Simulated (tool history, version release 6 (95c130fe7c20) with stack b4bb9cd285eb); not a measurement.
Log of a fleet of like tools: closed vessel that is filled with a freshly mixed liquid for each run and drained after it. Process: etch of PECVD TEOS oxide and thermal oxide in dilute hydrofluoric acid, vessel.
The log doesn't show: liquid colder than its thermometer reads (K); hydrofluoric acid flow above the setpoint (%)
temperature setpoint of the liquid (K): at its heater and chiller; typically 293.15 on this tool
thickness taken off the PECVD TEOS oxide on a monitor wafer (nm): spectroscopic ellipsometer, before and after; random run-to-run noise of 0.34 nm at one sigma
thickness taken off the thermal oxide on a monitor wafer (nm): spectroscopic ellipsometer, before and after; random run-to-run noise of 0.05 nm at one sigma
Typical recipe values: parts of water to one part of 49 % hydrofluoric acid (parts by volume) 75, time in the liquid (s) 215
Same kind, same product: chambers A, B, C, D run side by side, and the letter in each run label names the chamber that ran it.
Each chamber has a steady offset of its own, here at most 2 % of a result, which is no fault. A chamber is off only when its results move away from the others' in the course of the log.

| run | day | temperature setpoint of the liquid (K) | parts of water to one part of 49 % hydrofluoric acid (parts by volume) | time in the liquid (s) | hours since the thermometer was replaced | hours since the hydrofluoric acid flow meter was replaced | read-back film thickness of the PECVD TEOS oxide reference wafer, read on the same gauge (nm) | read-back film thickness of the thermal oxide reference wafer, read on the same gauge (nm) | thickness taken off the PECVD TEOS oxide on a monitor wafer (nm) | thickness taken off the thermal oxide on a monitor wafer (nm) |
|---|---|---|---|---|---|---|---|---|---|---|
| 1C | 0.538 | 293.15 | 75 | 215 | 561.7 | 782 | 130.01 | 150.01 | 49.307 | 11.462 |
| 2D | 1.075 | 293.15 | 75 | 215 | 1251.6 | 227.5 | 129.96 | 150 | 47.842 | 11.397 |
| 3A | 1.392 | 293.15 | 75 | 215 | 117.1 | 793.8 | 129.98 | 150.03 | 47.807 | 11.446 |
| 4B | 1.862 | 293.15 | 75 | 215 | 888.7 | 345.7 | 129.94 | 150.03 | 48.243 | 11.4 |
| 5D | 2.271 | 293.15 | 75 | 215 | 1280.3 | 256.2 | 130 | 149.99 | 48.279 | 11.406 |
| 6C | 2.596 | 293.15 | 75 | 215 | 611.1 | 831.4 | 130.01 | 150 | 48.788 | 11.43 |
| 7A | 3.096 | 296.65 | 105 | 215 | 158 | 834.7 | 130.01 | 150 | 39.006 | 9.1008 |
| 8B | 3.638 | 296.65 | 105 | 215 | 931.3 | 388.3 | 130 | 150.02 | 38.472 | 9.0829 |
| 9C | 4.225 | 296.65 | 105 | 215 | 650.2 | 870.5 | 130.04 | 149.99 | 38.392 | 9.0785 |
| 10A | 4.729 | 296.65 | 105 | 215 | 197.2 | 873.9 | 130.03 | 150.01 | 38.233 | 9.0293 |
| 11D | 5.329 | 293.15 | 75 | 215 | 1353.7 | 329.6 | 130 | 150.02 | 47.962 | 11.369 |
| 12B | 5.638 | 293.15 | 50 | 325 | 979.3 | 436.3 | 129.95 | 149.99 | 110.8 | 26.444 |
| 13C | 6.229 | 293.15 | 50 | 325 | 698.3 | 918.6 | 130.01 | 150.01 | 113.04 | 26.698 |
| 14A | 6.7 | 293.15 | 50 | 325 | 244.5 | 921.2 | 129.96 | 149.98 | 111.89 | 26.975 |
| 15B | 6.996 | 293.15 | 50 | 325 | 1011.9 | 468.9 | 129.97 | 150 | 111.62 | 26.628 |
| 16D | 7.325 | 293.15 | 75 | 215 | 1401.6 | 377.5 | 130.02 | 149.99 | 47.704 | 11.503 |
| 17A | 7.929 | 293.15 | 75 | 215 | 274 | 950.7 | 129.98 | 149.97 | 48.025 | 11.502 |
| 18D | 8.496 | 293.15 | 75 | 215 | 1429.7 | 405.6 | 130 | 149.96 | 48.169 | 11.398 |
| 19B | 8.821 | 295.65 | 75 | 215 | 1055.7 | 512.7 | 130.03 | 149.98 | 53.308 | 12.631 |
|  | 8.954 | chamber D: hydrofluoric acid flow meter replaced |
| 20C | 9.188 | 295.65 | 75 | 215 | 769.3 | 989.6 | 130.01 | 149.96 | 53.82 | 12.641 |
| 21D | 9.588 | 295.65 | 75 | 215 | 1455.9 | 15.3 | 129.97 | 149.97 | 52.588 | 12.672 |
| 22A | 10.096 | 295.65 | 75 | 215 | 326 | 1002.7 | 129.97 | 150.02 | 53.364 | 12.764 |
| 23C | 10.538 | 290.15 | 75 | 215 | 801.7 | 1022 | 130.02 | 150.02 | 42.37 | 10.093 |
| 24B | 11.05 | 290.15 | 75 | 215 | 1109.2 | 566.2 | 130.01 | 150.02 | 42.485 | 10.106 |
| 25D | 11.538 | 290.15 | 75 | 215 | 1502.7 | 62.1 | 129.97 | 149.98 | 42.008 | 10.118 |
| 26C | 11.883 | 290.15 | 75 | 215 | 834 | 1054.3 | 130.02 | 149.98 | 42.629 | 10.07 |
| 27A | 12.217 | 293.15 | 75 | 215 | 376.9 | 1053.6 | 130.03 | 149.95 | 48.172 | 11.507 |
| 28B | 12.6 | 293.15 | 75 | 215 | 1146.4 | 603.4 | 129.97 | 150.02 | 48.966 | 11.369 |
| 29D | 13.108 | 293.15 | 75 | 215 | 1540.4 | 99.8 | 129.96 | 150.01 | 47.243 | 11.405 |
| 30B | 13.704 | 293.15 | 75 | 215 | 1172.9 | 629.9 | 129.97 | 150.01 | 47.771 | 11.293 |
| 31C | 14.192 | 293.15 | 75 | 215 | 889.4 | 1109.7 | 130 | 150 | 48.761 | 11.375 |
| 32A | 14.562 | 293.15 | 75 | 215 | 433.2 | 1109.9 | 130.01 | 150 | 48.202 | 11.414 |
| 33C | 15.212 | 293.15 | 75 | 215 | 913.9 | 1134.2 | 129.96 | 149.97 | 48.646 | 11.446 |
| 34A | 15.625 | 293.15 | 75 | 215 | 458.7 | 1135.4 | 130.03 | 150 | 47.719 | 11.481 |
| 35D | 16.1 | 293.15 | 75 | 215 | 1612.2 | 171.6 | 130.02 | 149.98 | 47.678 | 11.487 |
| 36B | 16.612 | 293.15 | 75 | 215 | 1242.7 | 699.7 | 129.99 | 150 | 48.77 | 11.296 |
| 37A | 17.175 | 293.15 | 75 | 215 | 495.9 | 1172.6 | 130 | 149.99 | 47.53 | 11.502 |
| 38B | 17.75 | 293.15 | 75 | 215 | 1270 | 727 | 130 | 149.95 | 48.184 | 11.432 |
| 39C | 18.054 | 293.15 | 75 | 215 | 982.1 | 1202.4 | 130.04 | 149.97 | 47.875 | 11.402 |
| 40D | 18.696 | 293.15 | 75 | 215 | 1674.5 | 233.9 | 130.01 | 149.97 | 47.786 | 11.356 |
| 41A | 19.058 | 293.15 | 75 | 215 | 541.1 | 1217.8 | 130.04 | 149.98 | 48.01 | 11.484 |
| 42B | 19.638 | 293.15 | 75 | 215 | 1315.3 | 772.3 | 130.01 | 150 | 48.09 | 11.354 |
| 43D | 20.046 | 293.15 | 75 | 215 | 1706.9 | 266.3 | 130.01 | 150.01 | 47.997 | 11.421 |

Decide between three cases: one chamber stands off from its peers, the gauge reading all wafers drifts, or nothing is wrong past each chamber's small offset. Where a chamber is off, say which and what most likely put it there.

The fleet is healthy, with each chamber sitting at its usual small offset and no drift in the gauge.
